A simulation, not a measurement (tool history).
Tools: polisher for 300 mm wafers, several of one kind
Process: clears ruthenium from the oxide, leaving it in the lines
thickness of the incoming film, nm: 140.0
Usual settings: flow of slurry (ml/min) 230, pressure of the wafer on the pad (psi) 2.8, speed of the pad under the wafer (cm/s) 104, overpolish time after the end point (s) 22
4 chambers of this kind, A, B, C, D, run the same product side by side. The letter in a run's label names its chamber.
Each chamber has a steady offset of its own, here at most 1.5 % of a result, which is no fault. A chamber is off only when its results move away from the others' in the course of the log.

run   hour  flow of slurry (ml/min)  pressure of the wafer on the pad (psi)  speed of the pad under the wafer (cm/s)  overpolish time after the end point (s)  wafers polished on this pad  hours since the slurry nozzle was cleaned  hours since the head pressure was calibrated  time until the end point was called (s)
 1B   13.4                      230                                     2.8                                      104                                       22                         1135                                      309.7                                         186.3                                   76.166
      17.2  -- chamber D: slurry nozzle cleaned
 2C   27.2                      230                                     2.8                                      104                                       22                          528                                      265.6                                         131.8                                   77.672
      34.7  -- chamber D: worn pad replaced by a new one
 3D   37.7                      230                                     2.8                                      104                                       22                           29                                       20.6                                         717.3                                   77.206
      42.0  -- chamber B: worn pad replaced by a new one
 4A   51.6                      230                                     2.8                                      104                                       22                          981                                       70.3                                        1106.0                                   76.742
 5D   65.1                      230                                     2.8                                      104                                       22                          292                                       48.0                                         744.7                                   77.213
      65.4  -- chamber C: worn pad replaced by a new one
      70.8  -- chamber A: head pressure recalibrated
 6C   77.2                      230                                     2.8                                      104                                       22                          113                                      315.6                                         181.8                                   77.684
      77.9  -- chamber A: worn pad replaced by a new one
 7A   86.6                      230                                     2.8                                      104                                       22                           83                                      105.3                                          15.9                                   77.064
      89.4  -- chamber B: slurry nozzle cleaned
 8B   93.7                      230                                     2.8                                      104                                       22                          496                                        4.3                                         266.6                                   77.344
      98.9  -- chamber B: head pressure recalibrated
 9C  103.6                      230                                     2.8                                      104                                       22                          367                                      342.0                                         208.2                                   77.793
10D  114.7                      230                                     2.8                                      104                                       22                          768                                       97.6                                         794.3                                   77.583
11A  127.2                      230                                     2.8                                      104                                       22                          473                                      145.9                                          56.5                                   76.738
     129.9  -- chamber D: worn pad replaced by a new one
12B  140.7                      230                                     1.8                                       92                                       22                          948                                       51.3                                          41.9                                  132.520
13A  148.3                      230                                     1.8                                       92                                       22                          676                                      167.0                                          77.6                                  131.260
14C  157.4                      230                                     1.8                                       92                                       22                          883                                      395.8                                         262.0                                  136.950
     159.6  -- chamber C: worn pad replaced by a new one
     165.2  -- chamber B: worn pad replaced by a new one
15B  171.3                      230                                     1.8                                       92                                       22                           58                                       81.9                                          72.5                                  133.610
16D  180.4                      280                                     3.7                                      104                                       22                          485                                      163.3                                         860.0                                   56.590
17C  193.3                      280                                     3.7                                      104                                       22                          324                                      431.7                                         297.9                                   57.334
     202.2  -- chamber A: worn pad replaced by a new one
18B  205.7                      280                                     3.7                                      104                                       22                          388                                      116.3                                         106.9                                   56.667
19A  217.8                      280                                     3.7                                      104                                       22                          150                                      236.5                                         147.1                                   57.040
     230.0  -- chamber D: worn pad replaced by a new one
20D  231.0                      230                                     2.8                                      104                                       22                           10                                      213.9                                         910.6                                   76.788
21B  239.7                      230                                     2.8                                      104                                       22                          715                                      150.3                                         140.9                                   77.130
     246.3  -- chamber C: worn pad replaced by a new one
22C  247.0                      160                                     2.8                                      104                                       22                            7                                      485.4                                         351.6                                   82.722
23D  253.9                      160                                     2.8                                      104                                       22                          229                                      236.8                                         933.5                                   79.127
24A  267.8                      160                                     2.8                                      104                                       22                          630                                      286.5                                         197.1                                   80.471
     278.6  -- chamber A: slurry nozzle cleaned
25A  279.3                      160                                     2.8                                      104                                       22                          740                                        0.8                                         208.6                                   80.587
     291.2  -- chamber C: slurry nozzle cleaned
     293.1  -- chamber B: worn pad replaced by a new one
26B  293.1                      230                                     2.8                                      104                                       22                            0                                      203.7                                         194.3                                   77.377
27C  299.4                      230                                     2.8                                      104                                       22                          510                                        8.3                                         404.0                                   78.080
28D  306.6                      230                                     2.8                                      104                                       18                          735                                      289.5                                         986.2                                   77.142
     313.7  -- chamber A: worn pad replaced by a new one
29C  316.9                      230                                     2.8                                      104                                       18                          678                                       25.8                                         421.5                                   78.486
30D  323.0                      230                                     2.8                                      104                                       18                          893                                      305.9                                        1002.6                                   77.875
     325.1  -- chamber D: worn pad replaced by a new one
     326.5  -- chamber C: worn pad replaced by a new one
31A  333.9                      230                                     2.8                                      104                                       18                          194                                       55.4                                         263.2                                   76.602
32B  344.7                      230                                     3.4                                      136                                       22                          495                                      255.3                                         245.9                                   48.240
     348.9  -- chamber D: slurry nozzle cleaned
33B  351.9                      230                                     3.4                                      136                                       22                          564                                      262.5                                         253.1                                   47.972
34A  360.8                      230                                     3.4                                      136                                       22                          452                                       82.3                                         290.1                                   47.923
35C  371.7                      230                                     3.4                                      136                                       22                          434                                       80.6                                         476.3                                   48.986
36D  382.9                      230                                     2.8                                      104                                       22                          555                                       34.0                                        1062.5                                   76.922
37D  394.1                      230                                     2.8                                      104                                       22                          662                                       45.2                                        1073.7                                   75.943
     400.6  -- chamber B: head pressure recalibrated
38A  403.2                      230                                     2.8                                      104                                       22                          859                                      124.7                                         332.5                                   76.633
39B  409.9                      230                                     2.8                                      104                                       22                         1121                                      320.5                                           9.4                                   76.304
40C  423.8                      230                                     2.8                                      104                                       22                          934                                      132.7                                         528.4                                   77.726
     428.5  -- chamber C: worn pad replaced by a new one
     431.3  -- chamber D: worn pad replaced by a new one
41C  435.3                      230                                     2.8                                      104                                       22                           65                                      144.2                                         539.9                                   77.406
     435.5  -- chamber B: worn pad replaced by a new one
42D  444.3                      230                                     2.8                                      104                                       22                          124                                       95.4                                        1123.9                                   77.290
43B  455.8                      230                                     2.8                                      104                                       22                          195                                      366.4                                          55.3                                   76.981

Next, every chamber runs the same settings. What will each give?
44A  465.8                      230                                     2.4                                      104                                       22                                                                                                                                                              ?
44B  465.8                      230                                     2.4                                      104                                       22                                                                                                                                                              ?
44C  465.8                      230                                     2.4                                      104                                       22                                                                                                                                                              ?
44D  465.8                      230                                     2.4                                      104                                       22                                                                                                                                                              ?

run  time until the end point was called (s)
44A                                   91.040
44B                                   89.808
44C                                   89.834
44D                                   90.812

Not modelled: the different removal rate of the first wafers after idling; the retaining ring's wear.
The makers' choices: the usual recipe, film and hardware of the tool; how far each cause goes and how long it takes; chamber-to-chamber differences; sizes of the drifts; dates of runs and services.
